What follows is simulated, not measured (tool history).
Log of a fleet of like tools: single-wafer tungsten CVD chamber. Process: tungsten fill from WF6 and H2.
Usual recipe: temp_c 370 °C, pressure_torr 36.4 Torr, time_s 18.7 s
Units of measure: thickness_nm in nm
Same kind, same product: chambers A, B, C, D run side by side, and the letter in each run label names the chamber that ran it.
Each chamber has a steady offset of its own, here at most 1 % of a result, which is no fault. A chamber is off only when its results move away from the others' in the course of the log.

run	hour	temp_c	pressure_torr	time_s	hours since the last thermocouple change	hours since the last manometer calibration	read-back reference wafer on the same gauge, thickness_nm	thickness_nm
1D	5.5	370	36.4	18.7	751.2	617.7	37.908	32.782
2A	14.7	370	36.4	18.7	346.7	1838.0	37.917	32.823
3C	21.2	370	36.4	18.7	39.9	787.5	37.916	32.811
4B	28.8	370	36.4	18.7	877.7	435.7	37.879	32.626
5D	35.4	370	36.4	18.7	781.1	647.6	37.901	32.686
6A	43.4	370	36.4	18.7	375.4	1866.7	37.902	32.962
7C	50.6	370	36.4	18.7	69.3	816.9	37.908	32.823
8B	61.1	370	36.4	18.7	910.0	468.0	37.894	32.643
9C	67.4	370	27.8	18.7	86.1	833.7	37.916	28.868
10B	73.2	370	27.8	18.7	922.1	480.1	37.891	28.605
11D	80.7	370	27.8	18.7	826.4	692.9	37.889	28.656
12A	85.6	370	27.8	18.7	417.6	1908.9	37.919	29.131
13B	93.4	370	36.4	18.7	942.3	500.3	37.900	32.616
14C	100.6	370	36.4	18.7	119.3	866.9	37.887	32.745
15A	110.8	370	39.3	18.7	442.8	1934.1	37.896	33.833
16D	116.7	370	39.3	18.7	862.4	728.9	37.899	33.975
17A	124.1	370	39.3	18.7	456.1	1947.4	37.906	33.974
# hour 128.8: chamber B: thermocouple changed; heater temperature recalibrated
18D	134.5	370	39.3	18.7	880.2	746.7	37.894	34.044
19C	140.2	370	36.4	18.7	158.9	906.5	37.910	32.822
20B	146.9	377	36.4	20.7	18.1	553.8	37.892	40.422
21C	155.3	377	36.4	20.7	174.0	921.6	37.901	41.879
22D	161.3	377	36.4	20.7	907.0	773.5	37.908	41.825
23A	171.4	377	36.4	20.7	503.4	1994.7	37.903	41.917
24B	176.9	370	32.6	17.4	48.1	583.8	37.902	27.906
25B	187.3	370	32.6	17.4	58.5	594.2	37.901	27.790
26D	195.5	370	32.6	17.4	941.2	807.7	37.891	28.887
27C	202.8	370	32.6	17.4	221.5	969.1	37.884	28.962
28A	211.2	370	36.4	18.7	543.2	2034.5	37.900	32.875
29C	216.0	370	36.4	18.7	234.7	982.3	37.918	32.775
30D	225.4	370	36.4	18.7	971.1	837.6	37.908	32.769
31B	235.2	370	36.4	18.7	106.4	642.1	37.911	31.657
32A	242.1	370	36.4	18.7	574.1	2065.4	37.884	32.988
33B	251.4	370	36.4	18.7	122.6	658.3	37.892	31.555
34C	256.0	359	36.4	15.8	274.7	1022.3	37.908	21.868
35A	262.6	359	36.4	15.8	594.6	2085.9	37.911	21.918
36D	268.1	359	36.4	15.8	1013.8	880.3	37.894	21.761
37C	272.9	359	36.4	15.8	291.6	1039.2	37.900	21.848
38A	281.1	370	36.4	18.7	613.1	2104.4	37.906	32.749

Has any chamber moved away from the others, gradually or after a service, or does the common gauge drift, or do the chambers differ only by their own small steady offsets? State the chamber and the most likely cause if one applies.

A service on chamber B put it out of line with the rest.
What lies behind it: wafer temperature below the value expected at the setpoint (K) = 1.45.

Below are 4 candidate recipes for chamber B's next run, each the usual settings with a change, their results shown as question marks. Which of them brings B's results back in line with what the other chambers give on the usual settings?
Allowed miss from the other chambers' usual-settings mean, per result, to count as in line: thickness_nm 0.280 nm
39B-1	288.7	368	35.9	18.4				?
39B-2	288.7	370	33.7	18.7				?
39B-3	288.7	370	37.8	19.7				?
39B-4	288.7	370	37.1	19.2				?

The other chambers' mean on the usual settings: thickness_nm 32.774 nm
run	thickness_nm
39B-1	29.618
39B-2	30.505
39B-3	33.931
39B-4	32.778
The right change is 39B-4: it brings the chamber back within the allowed miss of the others.
